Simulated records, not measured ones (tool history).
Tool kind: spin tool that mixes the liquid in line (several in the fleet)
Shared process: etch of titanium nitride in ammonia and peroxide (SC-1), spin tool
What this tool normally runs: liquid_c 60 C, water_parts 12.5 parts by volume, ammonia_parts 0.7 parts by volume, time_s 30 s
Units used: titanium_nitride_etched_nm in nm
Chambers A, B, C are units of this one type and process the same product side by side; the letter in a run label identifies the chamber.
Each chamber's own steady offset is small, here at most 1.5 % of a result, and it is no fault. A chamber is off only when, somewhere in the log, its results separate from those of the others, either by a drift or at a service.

run	hour	liquid_c	water_parts	ammonia_parts	time_s	read-back film thickness of the titanium nitride reference wafer, read on the same gauge (nm)	titanium_nitride_etched_nm
1A	3.2	60	12.5	0.7	30	99.947	4.7832
2C	8.1	60	12.5	0.7	30	99.988	4.8575
3B	13.4	60	12.5	0.7	30	100.010	4.8235
4B	16.7	60	12.5	0.7	30	99.984	4.8088
5C	23.1	60	12.5	0.7	30	100.020	4.8480
6A	28.1	60	12.5	0.7	30	100.010	4.7836
7A	33.6	60	12.5	0.7	30	100.020	4.7518
8B	38.3	60	12.5	0.7	30	100.000	4.8000
9C	45.2	60	12.5	0.7	30	99.969	4.8371
10C	52.0	60	12.5	0.7	30	99.990	4.8305
11B	58.2	60	12.5	0.7	30	100.020	4.7821
12A	62.5	60	12.5	0.7	30	100.010	4.7909
# hour 67.5: chamber C: heated supply line repaired
13C	69.3	60	12.5	0.7	30	100.020	4.8057
14A	74.0	60	12.5	0.7	30	99.969	4.7455
15B	79.5	60	12.5	0.7	30	99.986	4.7728
16B	83.7	60	12.5	0.7	30	100.030	4.7632
17C	89.6	60	12.5	0.7	45	100.020	7.2527
18A	93.2	60	12.5	0.7	45	99.989	7.1614
19B	97.4	60	12.5	0.7	45	100.010	7.1240
20A	103.1	60	12.5	0.7	30	99.977	4.7793
21C	110.1	60	12.5	0.7	30	100.010	4.8137
22A	116.2	60	12.5	0.7	30	100.000	4.7672
23B	122.5	60	12.5	0.7	30	99.989	4.7418
24C	128.4	60	12.5	0.7	30	100.010	4.8437
25B	134.2	60	12.5	0.7	30	99.995	4.7423
26A	137.4	60	12.5	0.7	30	100.010	4.7861
27C	141.3	60	12.5	0.7	30	99.998	4.8305
28A	146.7	60	12.5	0.7	30	99.946	4.7632
29B	150.4	60	12.5	0.7	30	99.986	4.6979
30C	155.7	60	12.5	0.7	30	99.996	4.8311
31B	162.6	60	12.5	0.7	30	100.020	4.6810
32C	167.1	60	12.5	0.7	30	99.991	4.8318
33A	173.7	60	12.5	0.7	30	100.010	4.7682
34B	177.6	60	12.5	0.7	30	99.983	4.6731
35A	183.6	60	12.5	0.7	30	99.995	4.7872
36C	190.1	60	12.5	0.7	30	99.993	4.8610
37A	196.7	60	12.5	0.7	30	100.010	4.7537
38B	203.8	60	12.5	0.4	30	99.979	4.2152
39C	208.3	60	12.5	0.4	30	100.010	4.3884
40C	213.1	60	12.5	0.4	30	99.994	4.3872
41A	218.9	60	12.5	0.7	30	100.000	4.7808
42B	225.3	60	12.5	0.7	30	99.951	4.6033
43B	230.8	60	12.5	0.7	30	99.998	4.6042

For the next run the whole fleet of 3 chambers uses the same settings. Give each chamber's results:
44A	236.1	60	12.5	0.7	30		?
44B	236.1	60	12.5	0.7	30		?
44C	236.1	60	12.5	0.7	30		?

run	titanium_nitride_etched_nm
44A	4.7635
44B	4.6297
44C	4.8449
